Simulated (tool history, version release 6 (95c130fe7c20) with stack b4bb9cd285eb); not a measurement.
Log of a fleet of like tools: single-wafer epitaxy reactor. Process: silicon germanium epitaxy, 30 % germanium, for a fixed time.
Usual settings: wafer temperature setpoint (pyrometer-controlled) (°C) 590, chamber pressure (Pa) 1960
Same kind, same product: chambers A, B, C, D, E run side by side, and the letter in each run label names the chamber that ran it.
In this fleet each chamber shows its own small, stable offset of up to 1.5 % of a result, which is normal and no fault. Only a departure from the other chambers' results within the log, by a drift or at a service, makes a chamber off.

run,day,wafer temperature setpoint (pyrometer-controlled) (°C),chamber pressure (Pa),"read-back reference wafer on the same gauge, thickness_nm",mean film thickness on the monitor wafer (nm)
1B,0.275,590,1960,41.389,42.849
2E,0.646,590,1960,41.412,43.156
3C,1.05,590,1960,41.415,43.284
4D,1.417,590,1960,41.412,43.449
5A,1.858,590,1960,41.428,43.274
6C,2.192,590,1960,41.433,43.337
7E,2.521,590,1960,41.385,43.608
8A,2.842,590,1960,41.477,43.294
9D,3.192,590,1960,41.391,42.709
10B,3.488,590,1960,41.377,43.172
11E,3.8,590,1960,41.457,43.378
12D,4.171,590,1960,41.367,43.003
13B,4.625,590,1960,41.337,42.558
14A,5.017,590,1960,41.369,43.09
15C,5.396,590,1960,41.379,43.025
16E,5.825,590,1960,41.37,43.589
17B,6.212,590,1960,41.471,42.764
18D,6.567,590,1960,41.397,43.066
19C,6.779,590,1960,41.495,43.419
20A,7.096,590,1960,41.335,43.237
21B,7.367,598,2226,41.423,51.523
22E,7.654,598,2226,41.461,52.752
23A,7.942,598,2226,41.384,53.249
24C,8.162,598,2226,41.434,53.954
25D,8.362,598,2226,41.414,52.785
26A,8.6,590,1960,41.366,43.504
27B,8.842,590,1960,41.393,42.704
28C,9.112,590,1960,41.395,44.363
29E,9.488,590,1960,41.363,43.674
30D,9.867,590,1960,41.354,43.189
31E,10.096,590,1960,41.428,42.926
32D,10.329,590,1960,41.364,42.73
33B,10.762,590,1960,41.329,42.496
34C,11.054,590,1960,41.376,44.803
35A,11.504,590,1960,41.412,43.438
36D,11.712,590,1960,41.414,43.326
37E,12.042,590,1960,41.448,43.788
38A,12.458,590,1960,41.463,43.163
39C,12.858,590,1960,41.379,45.693
40B,13.246,590,1960,41.437,42.79
41D,13.592,590,1960,41.451,43.167
42E,13.929,590,1960,41.374,43.543
43A,14.375,590,1960,41.347,42.902

What goes on in this fleet: one chamber off, a drifting gauge, or nothing beyond the chambers' own small offsets? Name the chamber and the cause, if any.

Little by little, chamber C moves away from the other chambers.
Cause: wafer temperature above the value expected at the setpoint (K) = 3.66.

Chamber C could run next with any of the 4 candidate recipes listed below; each alters the usual settings, and their results appear as question marks. Which one brings its results back in line with what the other chambers deliver on the usual settings?
Maximum distance from the other chambers' mean on the usual settings for a result to count as in line: mean film thickness on the monitor wafer (nm) 0.88
44C-1,14.708,592,1973,,?
44C-2,14.708,594,1960,,?
44C-3,14.708,590,1613,,?
44C-4,14.708,590,1800,,?

The mean the other chambers reach with the usual settings: mean film thickness on the monitor wafer (nm) 43.202
run,mean film thickness on the monitor wafer (nm)
44C-1,48.313
44C-2,49.966
44C-3,43.058
44C-4,44.937
44C-3 is the one that brings the chamber's results back in line with the other chambers.
